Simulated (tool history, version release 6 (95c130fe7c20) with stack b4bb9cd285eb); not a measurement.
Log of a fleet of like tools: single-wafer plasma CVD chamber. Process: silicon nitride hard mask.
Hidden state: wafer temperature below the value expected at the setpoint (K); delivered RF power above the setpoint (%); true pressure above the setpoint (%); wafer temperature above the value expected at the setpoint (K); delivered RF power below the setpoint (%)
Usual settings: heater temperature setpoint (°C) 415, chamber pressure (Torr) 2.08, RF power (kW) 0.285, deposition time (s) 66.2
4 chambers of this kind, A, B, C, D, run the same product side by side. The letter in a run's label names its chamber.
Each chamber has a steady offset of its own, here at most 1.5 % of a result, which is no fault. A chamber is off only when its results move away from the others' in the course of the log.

run,hour,heater temperature setpoint (°C),chamber pressure (Torr),RF power (kW),deposition time (s),hours since the last thermocouple change,hours since the last RF generator calibration,hours since the last manometer calibration,"read-back reference wafer on the same gauge, thickness_nm",mean film thickness on the monitor wafer (nm)
1A,8.3,415,2.08,0.285,66.2,341.9,639.7,305.5,83.575,79.212
2D,14.6,415,2.08,0.285,66.2,1154.4,355.5,1406.3,83.488,78.05
3B,23,415,2.08,0.285,66.2,943.5,1426.4,574.8,83.527,77.915
4C,30.7,415,2.08,0.285,66.2,776,1729.3,1796.6,83.485,78.014
5D,35.6,415,2.08,0.285,66.2,1175.4,376.5,1427.3,83.504,78.165
6B,42.7,415,2.08,0.285,66.2,963.2,1446.1,594.5,83.49,77.932
7C,48.8,415,2.08,0.285,66.2,794.1,1747.4,1814.7,83.473,78.065
8A,57.9,415,2.08,0.285,66.2,391.5,689.3,355.1,83.53,79.353
9C,66.4,415,2.08,0.285,66.2,811.7,1765,1832.3,83.51,77.401
10B,73.9,415,2.08,0.285,66.2,994.4,1477.3,625.7,83.536,77.232
11D,78.9,415,2.08,0.285,66.2,1218.7,419.8,1470.6,83.474,78.501
12A,86.8,415,2.08,0.23,66.2,420.4,718.2,384,83.5,67.985
13D,92.8,415,2.08,0.23,66.2,1232.6,433.7,1484.5,83.466,67.476
14C,98.1,415,2.08,0.23,66.2,843.4,1796.7,1864,83.538,66.453
15B,106.4,415,2.08,0.23,66.2,1026.9,1509.8,658.2,83.455,66.862
16A,113.5,415,2.08,0.285,66.2,447.1,744.9,410.7,83.497,79.151
17C,120.7,415,2.08,0.285,66.2,866,1819.3,1886.6,83.47,77.468
18D,129.3,415,2.08,0.285,66.2,1269.1,470.2,1521,83.569,78.677
19A,138.4,415,2.08,0.285,66.2,472,769.8,435.6,83.492,79.594
20B,147,415,2.08,0.285,66.2,1067.5,1550.4,698.8,83.462,77.996
21B,152.2,415,2.08,0.285,66.2,1072.7,1555.6,704,83.482,77.676
22D,161.2,415,2.08,0.285,66.2,1301,502.1,1552.9,83.474,78.464
23C,167.5,415,2.08,0.285,66.2,912.8,1866.1,1933.4,83.555,76.199
24A,172.4,415,2.08,0.285,66.2,506,803.8,469.6,83.454,78.835
25B,180.1,415,2.08,0.285,66.2,1100.6,1583.5,731.9,83.454,77.722
26D,185.7,408,2.08,0.285,66.2,1325.5,526.6,1577.4,83.497,78.847
27C,191.8,408,2.08,0.285,66.2,937.1,1890.4,1957.7,83.503,76.042
28A,198.2,408,2.08,0.285,66.2,531.8,829.6,495.4,83.526,79.439
29C,204.4,408,2.08,0.285,66.2,949.7,1903,1970.3,83.505,75.842
30D,212.5,415,2.08,0.285,60.7,1352.3,553.4,1604.2,83.489,72.159
31A,220.2,415,2.08,0.285,60.7,553.8,851.6,517.4,83.458,72.904
32B,228.7,415,2.08,0.285,60.7,1149.2,1632.1,780.5,83.513,71.43
33C,234.9,415,2.08,0.285,60.7,980.2,1933.5,2000.8,83.502,68.983
34A,239.9,415,2.08,0.285,66.2,573.5,871.3,537.1,83.558,79.274
35D,244.9,415,2.08,0.285,66.2,1384.7,585.8,1636.6,83.519,78.154
36B,254.2,415,2.08,0.285,66.2,1174.7,1657.6,806,83.49,77.681
37B,262.4,415,2.08,0.285,66.2,1182.9,1665.8,814.2,83.453,77.488

All 4 chambers run these settings next. Forecast each chamber's results:
38A,269.5,415,2.08,0.285,66.2,,,,,?
38B,269.5,415,2.08,0.285,66.2,,,,,?
38C,269.5,415,2.08,0.285,66.2,,,,,?
38D,269.5,415,2.08,0.285,66.2,,,,,?

run,mean film thickness on the monitor wafer (nm)
38A,79.044
38B,77.552
38C,74.861
38D,77.926
